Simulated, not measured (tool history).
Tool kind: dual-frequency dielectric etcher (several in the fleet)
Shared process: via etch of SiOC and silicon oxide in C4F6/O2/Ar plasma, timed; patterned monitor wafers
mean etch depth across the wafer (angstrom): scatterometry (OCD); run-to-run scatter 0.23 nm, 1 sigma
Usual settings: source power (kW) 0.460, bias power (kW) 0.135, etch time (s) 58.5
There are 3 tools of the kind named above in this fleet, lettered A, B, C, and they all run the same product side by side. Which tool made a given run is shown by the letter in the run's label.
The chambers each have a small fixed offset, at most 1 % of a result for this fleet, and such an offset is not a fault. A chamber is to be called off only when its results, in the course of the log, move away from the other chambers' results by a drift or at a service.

| run | hour | source power (kW) | bias power (kW) | etch time (s) | read-back reference wafer on the same gauge, depth_nm | mean etch depth across the wafer (angstrom) |
|---|---|---|---|---|---|---|
| 1C | 4.1 | 0.460 | 0.135 | 58.5 | 61.643 | 638.03 |
| 2A | 12.3 | 0.460 | 0.135 | 58.5 | 61.542 | 629.45 |
| 3B | 17.8 | 0.460 | 0.135 | 58.5 | 61.656 | 636.94 |
| 4C | 23.4 | 0.460 | 0.135 | 58.5 | 61.661 | 635.35 |
| 5B | 28.1 | 0.350 | 0.150 | 58.5 | 61.622 | 588.11 |
| 6A | 34.1 | 0.350 | 0.150 | 58.5 | 61.579 | 587.32 |
| 7B | 40.4 | 0.350 | 0.150 | 58.5 | 61.538 | 594.01 |
| 8A | 45.1 | 0.460 | 0.135 | 58.5 | 61.587 | 635.60 |
| 9C | 49.4 | 0.460 | 0.135 | 58.5 | 61.556 | 635.44 |
| 10A | 55.7 | 0.460 | 0.135 | 58.5 | 61.600 | 635.46 |
| 11B | 60.8 | 0.550 | 0.135 | 58.5 | 61.620 | 681.62 |
| 12C | 64.9 | 0.550 | 0.135 | 58.5 | 61.608 | 683.46 |
| 13B | 69.2 | 0.550 | 0.135 | 58.5 | 61.598 | 679.16 |
| 14C | 73.1 | 0.460 | 0.135 | 58.5 | 61.587 | 634.98 |
| 15A | 81.8 | 0.460 | 0.135 | 58.5 | 61.642 | 631.09 |
| 16C | 89.8 | 0.460 | 0.104 | 58.5 | 61.530 | 590.71 |
| 17A | 96.5 | 0.460 | 0.104 | 58.5 | 61.544 | 589.46 |
| 18B | 102.0 | 0.460 | 0.104 | 58.5 | 61.629 | 588.36 |
| 19C | 110.8 | 0.460 | 0.135 | 58.5 | 61.610 | 637.36 |
|  | 116.6 | chamber B: wet clean of the chamber |
| 20B | 117.3 | 0.380 | 0.135 | 58.5 | 61.537 | 617.26 |
| 21A | 123.3 | 0.380 | 0.135 | 58.5 | 61.558 | 586.28 |
| 22C | 127.6 | 0.380 | 0.135 | 58.5 | 61.614 | 595.94 |
| 23A | 133.0 | 0.460 | 0.135 | 58.5 | 61.600 | 634.41 |
| 24B | 141.3 | 0.460 | 0.152 | 72.0 | 61.522 | 847.10 |
| 25C | 145.5 | 0.460 | 0.152 | 72.0 | 61.624 | 805.31 |
|  | 147.1 | chamber C: wet clean of the chamber |
| 26A | 152.0 | 0.460 | 0.152 | 72.0 | 61.625 | 811.55 |
| 27B | 156.7 | 0.460 | 0.135 | 58.5 | 61.581 | 666.17 |
| 28C | 162.0 | 0.460 | 0.135 | 58.5 | 61.630 | 638.40 |
| 29A | 168.3 | 0.460 | 0.135 | 58.5 | 61.587 | 637.42 |
| 30B | 176.1 | 0.410 | 0.135 | 58.5 | 61.613 | 630.25 |
| 31B | 184.4 | 0.410 | 0.135 | 58.5 | 61.533 | 640.10 |
| 32C | 191.5 | 0.410 | 0.135 | 58.5 | 61.603 | 606.58 |
| 33A | 199.2 | 0.460 | 0.135 | 58.5 | 61.548 | 634.57 |
| 34B | 203.8 | 0.460 | 0.135 | 58.5 | 61.567 | 660.01 |
| 35C | 211.3 | 0.460 | 0.135 | 58.5 | 61.633 | 634.77 |
| 36A | 215.9 | 0.460 | 0.135 | 58.5 | 61.602 | 630.70 |
| 37C | 224.3 | 0.460 | 0.135 | 58.5 | 61.573 | 632.40 |
| 38B | 229.4 | 0.460 | 0.135 | 58.5 | 61.657 | 664.08 |

Each of the 3 chambers runs these same settings next. Fill in every chamber's results:
| 39A | 235.7 | 0.460 | 0.135 | 58.5 |  | ? |
| 39B | 235.7 | 0.460 | 0.135 | 58.5 |  | ? |
| 39C | 235.7 | 0.460 | 0.135 | 58.5 |  | ? |

| run | mean etch depth across the wafer (angstrom) |
|---|---|
| 39A | 632.59 |
| 39B | 660.97 |
| 39C | 635.49 |
